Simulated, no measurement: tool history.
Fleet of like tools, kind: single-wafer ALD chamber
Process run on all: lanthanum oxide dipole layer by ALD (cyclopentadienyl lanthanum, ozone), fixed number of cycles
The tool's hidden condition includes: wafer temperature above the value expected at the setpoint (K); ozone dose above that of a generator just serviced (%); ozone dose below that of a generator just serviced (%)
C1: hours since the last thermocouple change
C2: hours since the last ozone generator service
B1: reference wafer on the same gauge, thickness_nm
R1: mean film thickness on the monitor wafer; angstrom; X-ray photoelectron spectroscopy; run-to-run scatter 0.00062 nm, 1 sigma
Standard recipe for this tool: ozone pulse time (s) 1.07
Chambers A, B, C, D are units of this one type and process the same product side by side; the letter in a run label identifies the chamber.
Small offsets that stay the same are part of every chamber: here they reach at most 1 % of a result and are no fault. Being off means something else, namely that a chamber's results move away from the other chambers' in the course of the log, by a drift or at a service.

Run 1B, hour 3.6: usual settings; C1 2047.9; C2 877.8; B1 0.47090. Result: R1 5.1209 angstrom.
Run 2A, hour 8.6: usual settings; C1 1257.0; C2 384.4; B1 0.47089. Result: R1 5.1061 angstrom.
Run 3C, hour 14.0: usual settings; C1 774.9; C2 268.3; B1 0.47091. Result: R1 5.1342 angstrom.
Run 4D, hour 18.6: usual settings; C1 913.8; C2 530.2; B1 0.47082. Result: R1 5.1087 angstrom.
Run 5A, hour 22.2: usual settings; C1 1270.6; C2 398.0; B1 0.47073. Result: R1 5.1022 angstrom.
Run 6C, hour 27.0: usual settings; C1 787.9; C2 281.3; B1 0.47080. Result: R1 5.1398 angstrom.
Run 7D, hour 34.7: usual settings; C1 929.9; C2 546.3; B1 0.47064. Result: R1 5.1152 angstrom.
Run 8B, hour 38.6: usual settings; C1 2082.9; C2 912.8; B1 0.47052. Result: R1 5.1054 angstrom.
Run 9A, hour 42.2: usual settings but ozone pulse time (s) 0.87; C1 1290.6; C2 418.0; B1 0.47063. Result: R1 4.7731 angstrom.
Run 10D, hour 48.4: usual settings but ozone pulse time (s) 0.87; C1 943.6; C2 560.0; B1 0.47053. Result: R1 4.7936 angstrom.
Run 11B, hour 55.1: usual settings but ozone pulse time (s) 0.87; C1 2099.4; C2 929.3; B1 0.47035. Result: R1 4.7845 angstrom.
Run 12C, hour 62.1: usual settings but ozone pulse time (s) 0.87; C1 823.0; C2 316.4; B1 0.47042. Result: R1 4.7882 angstrom.
Run 13A, hour 67.3: usual settings; C1 1315.7; C2 443.1; B1 0.47031. Result: R1 5.0931 angstrom.
Run 14B, hour 70.8: usual settings; C1 2115.1; C2 945.0; B1 0.47024. Result: R1 5.0911 angstrom.
Run 15C, hour 74.2: usual settings; C1 835.1; C2 328.5; B1 0.47037. Result: R1 5.1185 angstrom.
Run 16D, hour 79.6: usual settings; C1 974.8; C2 591.2; B1 0.47022. Result: R1 5.1061 angstrom.
Run 17D, hour 86.0: usual settings; C1 981.2; C2 597.6; B1 0.47015. Result: R1 5.1068 angstrom.
Run 18B, hour 91.2: usual settings but ozone pulse time (s) 1.20; C1 2135.5; C2 965.4; B1 0.46999. Result: R1 5.2469 angstrom.
Run 19C, hour 98.7: usual settings but ozone pulse time (s) 1.20; C1 859.6; C2 353.0; B1 0.46996. Result: R1 5.2833 angstrom.
Run 20A, hour 105.5: usual settings but ozone pulse time (s) 1.20; C1 1353.9; C2 481.3; B1 0.46998. Result: R1 5.2549 angstrom.
Run 21A, hour 110.5: usual settings but ozone pulse time (s) 1.20; C1 1358.9; C2 486.3; B1 0.46988. Result: R1 5.2610 angstrom.
Run 22B, hour 118.1: usual settings; C1 2162.4; C2 992.3; B1 0.46979. Result: R1 5.0923 angstrom.
Run 23D, hour 121.8: usual settings; C1 1017.0; C2 633.4; B1 0.46959. Result: R1 5.0984 angstrom.
Run 24C, hour 126.4: usual settings; C1 887.3; C2 380.7; B1 0.46973. Result: R1 5.1236 angstrom.
Run 25C, hour 131.9: usual settings; C1 892.8; C2 386.2; B1 0.46951. Result: R1 5.1197 angstrom.
Run 26B, hour 137.0: usual settings; C1 2181.3; C2 1011.2; B1 0.46958. Result: R1 5.0911 angstrom.
Run 27D, hour 143.3: usual settings; C1 1038.5; C2 654.9; B1 0.46955. Result: R1 5.0956 angstrom.
Run 28A, hour 150.1: usual settings but ozone pulse time (s) 1.32; C1 1398.5; C2 525.9; B1 0.46930. Result: R1 5.3593 angstrom.
Run 29A, hour 155.2: usual settings but ozone pulse time (s) 1.32; C1 1403.6; C2 531.0; B1 0.46929. Result: R1 5.3574 angstrom.
Run 30B, hour 159.0: usual settings but ozone pulse time (s) 1.32; C1 2203.3; C2 1033.2; B1 0.46928. Result: R1 5.3680 angstrom.
Run 31C, hour 164.4: usual settings but ozone pulse time (s) 1.32; C1 925.3; C2 418.7; B1 0.46924. Result: R1 5.3806 angstrom.
Run 32D, hour 171.4: usual settings; C1 1066.6; C2 683.0; B1 0.46913. Result: R1 5.0952 angstrom.
Run 33B, hour 176.2: usual settings; C1 2220.5; C2 1050.4; B1 0.46931. Result: R1 5.0881 angstrom.
Run 34A, hour 181.3: usual settings; C1 1429.7; C2 557.1; B1 0.46917. Result: R1 5.0808 angstrom.
Run 35C, hour 186.1: usual settings; C1 947.0; C2 440.4; B1 0.46904. Result: R1 5.1048 angstrom.
Run 36D, hour 192.9: usual settings; C1 1088.1; C2 704.5; B1 0.46891. Result: R1 5.0899 angstrom.
Run 37B, hour 196.9: usual settings; C1 2241.2; C2 1071.1; B1 0.46900. Result: R1 5.0930 angstrom.
Run 38A, hour 202.0: usual settings; C1 1450.4; C2 577.8; B1 0.46872. Result: R1 5.0950 angstrom.
Run 39D, hour 206.8: usual settings but ozone pulse time (s) 1.30; C1 1102.0; C2 718.4; B1 0.46885. Result: R1 5.3488 angstrom.
Run 40C, hour 211.0: usual settings but ozone pulse time (s) 1.30; C1 971.9; C2 465.3; B1 0.46890. Result: R1 5.3676 angstrom.
Run 41A, hour 214.9: usual settings but ozone pulse time (s) 1.30; C1 1463.3; C2 590.7; B1 0.46881. Result: R1 5.3415 angstrom.

Next, every chamber runs the same settings. What will each give?
Run 42A, hour 220.4: usual settings but ozone pulse time (s) 0.67. Result: R1 ?.
Run 42B, hour 220.4: usual settings but ozone pulse time (s) 0.67. Result: R1 ?.
Run 42C, hour 220.4: usual settings but ozone pulse time (s) 0.67. Result: R1 ?.
Run 42D, hour 220.4: usual settings but ozone pulse time (s) 0.67. Result: R1 ?.

run      R1
42A  4.2403
42B  4.2646
42C  4.2457
42D  4.2783
